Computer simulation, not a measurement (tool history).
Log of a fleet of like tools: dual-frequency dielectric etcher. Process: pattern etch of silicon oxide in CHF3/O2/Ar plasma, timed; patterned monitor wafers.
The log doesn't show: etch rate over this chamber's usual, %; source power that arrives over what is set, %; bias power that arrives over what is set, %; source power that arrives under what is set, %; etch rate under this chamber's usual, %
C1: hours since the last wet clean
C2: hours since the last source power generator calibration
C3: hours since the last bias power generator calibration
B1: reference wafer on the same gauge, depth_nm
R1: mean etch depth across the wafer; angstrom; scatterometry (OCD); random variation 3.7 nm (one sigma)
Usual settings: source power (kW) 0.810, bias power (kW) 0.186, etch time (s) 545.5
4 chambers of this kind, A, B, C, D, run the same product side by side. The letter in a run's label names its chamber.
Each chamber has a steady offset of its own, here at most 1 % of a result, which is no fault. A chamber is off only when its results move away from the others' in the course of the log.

{"run": "1C", "day": 0.179, "source power (kW)": 0.81, "bias power (kW)": 0.186, "etch time (s)": 545.5, "C1": 23.3, "C2": 427.4, "C3": 1434.5, "B1": 1169.9, "R1": 12259.0}
{"run": "2A", "day": 0.346, "source power (kW)": 0.81, "bias power (kW)": 0.186, "etch time (s)": 545.5, "C1": 265.5, "C2": 1638.2, "C3": 4166.9, "B1": 1170.2, "R1": 12170.0}
{"run": "3D", "day": 0.554, "source power (kW)": 0.81, "bias power (kW)": 0.186, "etch time (s)": 545.5, "C1": 297.6, "C2": 399.4, "C3": 1602.1, "B1": 1169.7, "R1": 12200.0}
{"run": "4B", "day": 0.804, "source power (kW)": 0.81, "bias power (kW)": 0.186, "etch time (s)": 545.5, "C1": 181.3, "C2": 994.0, "C3": 930.4, "B1": 1169.6, "R1": 12164.0}
{"run": "5B", "day": 0.942, "source power (kW)": 0.81, "bias power (kW)": 0.186, "etch time (s)": 545.5, "C1": 184.6, "C2": 997.3, "C3": 933.7, "B1": 1170.3, "R1": 12187.0}
{"run": "6D", "day": 1.1, "source power (kW)": 0.81, "bias power (kW)": 0.186, "etch time (s)": 545.5, "C1": 310.7, "C2": 412.5, "C3": 1615.2, "B1": 1169.6, "R1": 12204.0}
{"run": "7C", "day": 1.325, "source power (kW)": 0.81, "bias power (kW)": 0.186, "etch time (s)": 545.5, "C1": 50.8, "C2": 454.9, "C3": 1462.0, "B1": 1169.7, "R1": 12269.0}
{"run": "8A", "day": 1.542, "source power (kW)": 0.81, "bias power (kW)": 0.186, "etch time (s)": 545.5, "C1": 294.2, "C2": 1666.9, "C3": 4195.6, "B1": 1171.1, "R1": 12196.0}
{"run": "9B", "day": 1.712, "source power (kW)": 0.81, "bias power (kW)": 0.186, "etch time (s)": 545.5, "C1": 203.1, "C2": 1015.8, "C3": 952.2, "B1": 1169.6, "R1": 12064.0}
{"run": "10D", "day": 1.933, "source power (kW)": 0.81, "bias power (kW)": 0.186, "etch time (s)": 545.5, "C1": 330.7, "C2": 432.5, "C3": 1635.2, "B1": 1170.0, "R1": 12261.0}
{"run": "11A", "day": 2.112, "source power (kW)": 0.81, "bias power (kW)": 0.186, "etch time (s)": 545.5, "C1": 307.9, "C2": 1680.6, "C3": 4209.3, "B1": 1169.5, "R1": 12186.0}
{"run": "12C", "day": 2.246, "source power (kW)": 0.63, "bias power (kW)": 0.165, "etch time (s)": 545.5, "C1": 72.9, "C2": 477.0, "C3": 1484.1, "B1": 1170.7, "R1": 10717.0}
{"run": "13A", "day": 2.412, "source power (kW)": 0.63, "bias power (kW)": 0.165, "etch time (s)": 545.5, "C1": 315.1, "C2": 1687.8, "C3": 4216.5, "B1": 1170.1, "R1": 10633.0}
{"run": "14B", "day": 2.654, "source power (kW)": 0.63, "bias power (kW)": 0.165, "etch time (s)": 545.5, "C1": 225.7, "C2": 1038.4, "C3": 974.8, "B1": 1169.4, "R1": 10626.0}
{"run": "15C", "day": 2.854, "source power (kW)": 0.63, "bias power (kW)": 0.165, "etch time (s)": 545.5, "C1": 87.5, "C2": 491.6, "C3": 1498.7, "B1": 1170.0, "R1": 10694.0}
{"run": "16D", "day": 3.062, "source power (kW)": 0.81, "bias power (kW)": 0.186, "etch time (s)": 545.5, "C1": 357.8, "C2": 459.6, "C3": 1662.3, "B1": 1170.4, "R1": 12239.0}
{"run": "17C", "day": 3.179, "source power (kW)": 0.81, "bias power (kW)": 0.186, "etch time (s)": 545.5, "C1": 95.3, "C2": 499.4, "C3": 1506.5, "B1": 1170.9, "R1": 12229.0}
{"run": "18D", "day": 3.412, "source power (kW)": 0.81, "bias power (kW)": 0.186, "etch time (s)": 545.5, "C1": 366.2, "C2": 468.0, "C3": 1670.7, "B1": 1170.2, "R1": 12242.0}
{"run": "19B", "day": 3.554, "source power (kW)": 0.67, "bias power (kW)": 0.186, "etch time (s)": 696.5, "C1": 247.3, "C2": 1060.0, "C3": 996.4, "B1": 1169.8, "R1": 14423.0}
{"run": "20A", "day": 3.7, "source power (kW)": 0.67, "bias power (kW)": 0.186, "etch time (s)": 696.5, "C1": 346.0, "C2": 1718.7, "C3": 4247.4, "B1": 1168.7, "R1": 14544.0}
{"day": 3.808, "done": "chamber D: wet clean of the chamber"}
{"run": "21D", "day": 3.946, "source power (kW)": 0.67, "bias power (kW)": 0.186, "etch time (s)": 696.5, "C1": 3.3, "C2": 480.8, "C3": 1683.5, "B1": 1170.0, "R1": 14550.0}
{"run": "22B", "day": 4.104, "source power (kW)": 0.67, "bias power (kW)": 0.186, "etch time (s)": 696.5, "C1": 260.5, "C2": 1073.2, "C3": 1009.6, "B1": 1170.2, "R1": 14425.0}
{"run": "23C", "day": 4.288, "source power (kW)": 0.81, "bias power (kW)": 0.186, "etch time (s)": 545.5, "C1": 121.9, "C2": 526.0, "C3": 1533.1, "B1": 1170.4, "R1": 12314.0}
{"run": "24A", "day": 4.462, "source power (kW)": 0.81, "bias power (kW)": 0.186, "etch time (s)": 545.5, "C1": 364.3, "C2": 1737.0, "C3": 4265.7, "B1": 1170.5, "R1": 12241.0}
{"run": "25A", "day": 4.712, "source power (kW)": 0.81, "bias power (kW)": 0.186, "etch time (s)": 429.0, "C1": 370.3, "C2": 1743.0, "C3": 4271.7, "B1": 1170.1, "R1": 9599.0}
{"run": "26B", "day": 4.854, "source power (kW)": 0.81, "bias power (kW)": 0.186, "etch time (s)": 429.0, "C1": 278.5, "C2": 1091.2, "C3": 1027.6, "B1": 1170.4, "R1": 9584.6}
{"run": "27C", "day": 5.067, "source power (kW)": 0.81, "bias power (kW)": 0.186, "etch time (s)": 429.0, "C1": 140.6, "C2": 544.7, "C3": 1551.8, "B1": 1169.8, "R1": 9649.6}
{"day": 5.283, "done": "chamber A: wet clean of the chamber"}
{"run": "28D", "day": 5.308, "source power (kW)": 0.81, "bias power (kW)": 0.186, "etch time (s)": 429.0, "C1": 36.0, "C2": 513.5, "C3": 1716.2, "B1": 1170.0, "R1": 9574.6}
{"run": "29A", "day": 5.521, "source power (kW)": 0.81, "bias power (kW)": 0.186, "etch time (s)": 545.5, "C1": 5.8, "C2": 1762.4, "C3": 4291.1, "B1": 1170.8, "R1": 12251.0}
{"run": "30B", "day": 5.729, "source power (kW)": 0.81, "bias power (kW)": 0.186, "etch time (s)": 545.5, "C1": 299.5, "C2": 1112.2, "C3": 1048.6, "B1": 1169.8, "R1": 12112.0}
{"run": "31D", "day": 5.854, "source power (kW)": 0.81, "bias power (kW)": 0.186, "etch time (s)": 545.5, "C1": 49.1, "C2": 526.6, "C3": 1729.3, "B1": 1170.5, "R1": 12233.0}
{"run": "32C", "day": 6.096, "source power (kW)": 0.99, "bias power (kW)": 0.186, "etch time (s)": 545.5, "C1": 165.3, "C2": 569.4, "C3": 1576.5, "B1": 1170.3, "R1": 13333.0}
{"run": "33D", "day": 6.217, "source power (kW)": 0.99, "bias power (kW)": 0.186, "etch time (s)": 545.5, "C1": 57.8, "C2": 535.3, "C3": 1738.0, "B1": 1169.8, "R1": 13190.0}
{"run": "34A", "day": 6.346, "source power (kW)": 0.99, "bias power (kW)": 0.186, "etch time (s)": 545.5, "C1": 25.6, "C2": 1782.2, "C3": 4310.9, "B1": 1170.6, "R1": 13202.0}
{"run": "35B", "day": 6.508, "source power (kW)": 0.99, "bias power (kW)": 0.186, "etch time (s)": 545.5, "C1": 318.2, "C2": 1130.9, "C3": 1067.3, "B1": 1169.6, "R1": 13146.0}

All 4 chambers run these settings next. Forecast each chamber's results:
{"run": "36A", "day": 6.688, "source power (kW)": 0.81, "bias power (kW)": 0.186, "etch time (s)": 545.5, "R1": "?"}
{"run": "36B", "day": 6.688, "source power (kW)": 0.81, "bias power (kW)": 0.186, "etch time (s)": 545.5, "R1": "?"}
{"run": "36C", "day": 6.688, "source power (kW)": 0.81, "bias power (kW)": 0.186, "etch time (s)": 545.5, "R1": "?"}
{"run": "36D", "day": 6.688, "source power (kW)": 0.81, "bias power (kW)": 0.186, "etch time (s)": 545.5, "R1": "?"}

run=36A R1=12242.0
run=36B R1=12162.0
run=36C R1=12276.0
run=36D R1=12203.0

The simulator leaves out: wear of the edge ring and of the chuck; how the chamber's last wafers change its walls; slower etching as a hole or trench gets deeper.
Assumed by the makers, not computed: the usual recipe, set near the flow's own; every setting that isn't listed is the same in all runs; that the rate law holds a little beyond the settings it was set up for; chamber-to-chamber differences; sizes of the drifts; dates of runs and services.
